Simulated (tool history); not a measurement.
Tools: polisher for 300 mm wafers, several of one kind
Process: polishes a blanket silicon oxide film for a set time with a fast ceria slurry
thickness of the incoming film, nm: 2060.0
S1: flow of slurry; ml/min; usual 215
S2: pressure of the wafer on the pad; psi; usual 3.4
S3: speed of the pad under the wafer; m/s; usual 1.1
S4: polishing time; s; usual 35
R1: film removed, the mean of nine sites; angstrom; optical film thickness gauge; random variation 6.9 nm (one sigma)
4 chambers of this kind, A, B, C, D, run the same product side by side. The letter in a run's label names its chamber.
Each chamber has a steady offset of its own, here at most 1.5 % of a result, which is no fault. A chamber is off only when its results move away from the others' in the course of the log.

run   hour   S1   S2    S3  S4      R1
       6.2  -- chamber A: worn pad replaced by a new one
 1C    6.9  215  3.4   1.1  35  7408.3
      10.5  -- chamber D: worn pad replaced by a new one
 2B     17  215  3.4   1.1  35  7373.6
 3A   26.6  215  3.4   1.1  35  7513.1
      33.3  -- chamber B: worn pad replaced by a new one
 4D   36.5  215  3.4   1.1  35  7535.7
      45.7  -- chamber B: head pressure recalibrated
 5D   47.7  215  3.4  0.86  26  4360.4
 6A   57.2  215  3.4  0.86  26  4374.8
 7C   66.6  215  3.4  0.86  26  4296.3
 8B     76  215  3.4  0.86  26  4321.5
 9D   87.2  215  3.4   1.1  35  7409.7
      94.6  -- chamber D: slurry nozzle cleaned
      95.1  -- chamber C: worn pad replaced by a new one
10C   97.6  215  3.4   1.1  35  7446.9
      99.8  -- chamber B: worn pad replaced by a new one
     100.9  -- chamber D: worn pad replaced by a new one
11A  104.5  215  3.4   1.1  35  7379.2
     109.6  -- chamber A: worn pad replaced by a new one
12B  112.5  215  3.4   1.1  35  7371.1
13B  119.5  215  3.4   1.1  35  7409.8
14A  129.9  215  3.4   1.1  35  7367.5
15C  137.1  215  3.4   1.1  35  7478.1
16D  143.6  215  2.4   1.1  35  5282.8
17C  149.7  215  2.4   1.1  35  5266.3
18D  156.4  215  2.4   1.1  35  5274.6
       160  -- chamber B: worn pad replaced by a new one
     161.2  -- chamber B: slurry nozzle cleaned
19B  167.8  215  2.4   1.1  35  5289.7
20A  176.5  215  3.4   1.1  35  7407.3
21B  182.9  215  3.4   1.1  35  7356.4
     184.1  -- chamber D: worn pad replaced by a new one
22D  188.5  215  3.4   1.1  35  7548.7
23C  193.8  215  3.4   1.1  35  7412.8
     204.6  -- chamber C: worn pad replaced by a new one
24A  205.4  215  3.4   1.1  35  7579.2
25C  213.1  215  3.4   1.1  35    7523
     216.7  -- chamber A: head pressure recalibrated
     219.4  -- chamber A: worn pad replaced by a new one
26B  224.1  215  3.4   1.1  35  7291.5
     227.4  -- chamber C: head pressure recalibrated
27A  230.4  215  3.4   1.1  35  6760.6
28D  235.5  215  3.4   1.1  35  7588.3
     236.9  -- chamber B: worn pad replaced by a new one
29A  242.7  150  3.4   1.1  28  5126.1
30D  248.4  150  3.4   1.1  28  5762.3
31B  257.2  150  3.4   1.1  28  5682.3
32C  268.6  150  3.4   1.1  28  5596.7
     271.5  -- chamber D: worn pad replaced by a new one
33A  273.6  215  3.4   1.1  35  6740.4
34D  284.3  215  3.4   1.1  35  7589.2
35C    293  215  3.4   1.1  35  7465.2
36B  301.6  165  3.4   1.1  35  7082.4
     306.7  -- chamber B: worn pad replaced by a new one
37C  308.5  165  3.4   1.1  35    7061
38B  315.6  165  3.4   1.1  35    7155
39A  323.1  165  3.4   1.1  35  6522.4
     327.7  -- chamber A: worn pad replaced by a new one
40D  329.6  215  3.4   1.1  35  7618.2
41D  339.1  215  3.4   1.1  35  7377.2
42B  344.9  215  3.4   1.1  35  7381.2
43A  353.1  215  3.4   1.1  35  6713.3

Is one chamber off against the others, does the gauge drift, or is nothing wrong? If a chamber is off, say which, and what the likeliest cause is.

A service left chamber A off against the others.
Cause: head's pressure below its setpoint, % = 10.1.

Here are 4 candidates for chamber A's next run, each the usual settings with a change, their results left as question marks. Which one brings its results back in line with what the others give on the usual settings?
In line means no further than this from the other chambers' mean on the usual settings: R1 240 angstrom
44A-1  361.4  215  3.4   1.1  39   ?
44A-2  361.4  215  3.4  1.14  35   ?
44A-3  361.4  180  3.4   1.1  35   ?
44A-4  361.4  210  3.1   1.1  35   ?

The other chambers' mean on the usual settings: R1 7437.9 angstrom
  run      R1
44A-1  7463.9
44A-2  6945.6
44A-3  6540.1
44A-4  6098.3
44A-1 brings the chamber back in line.
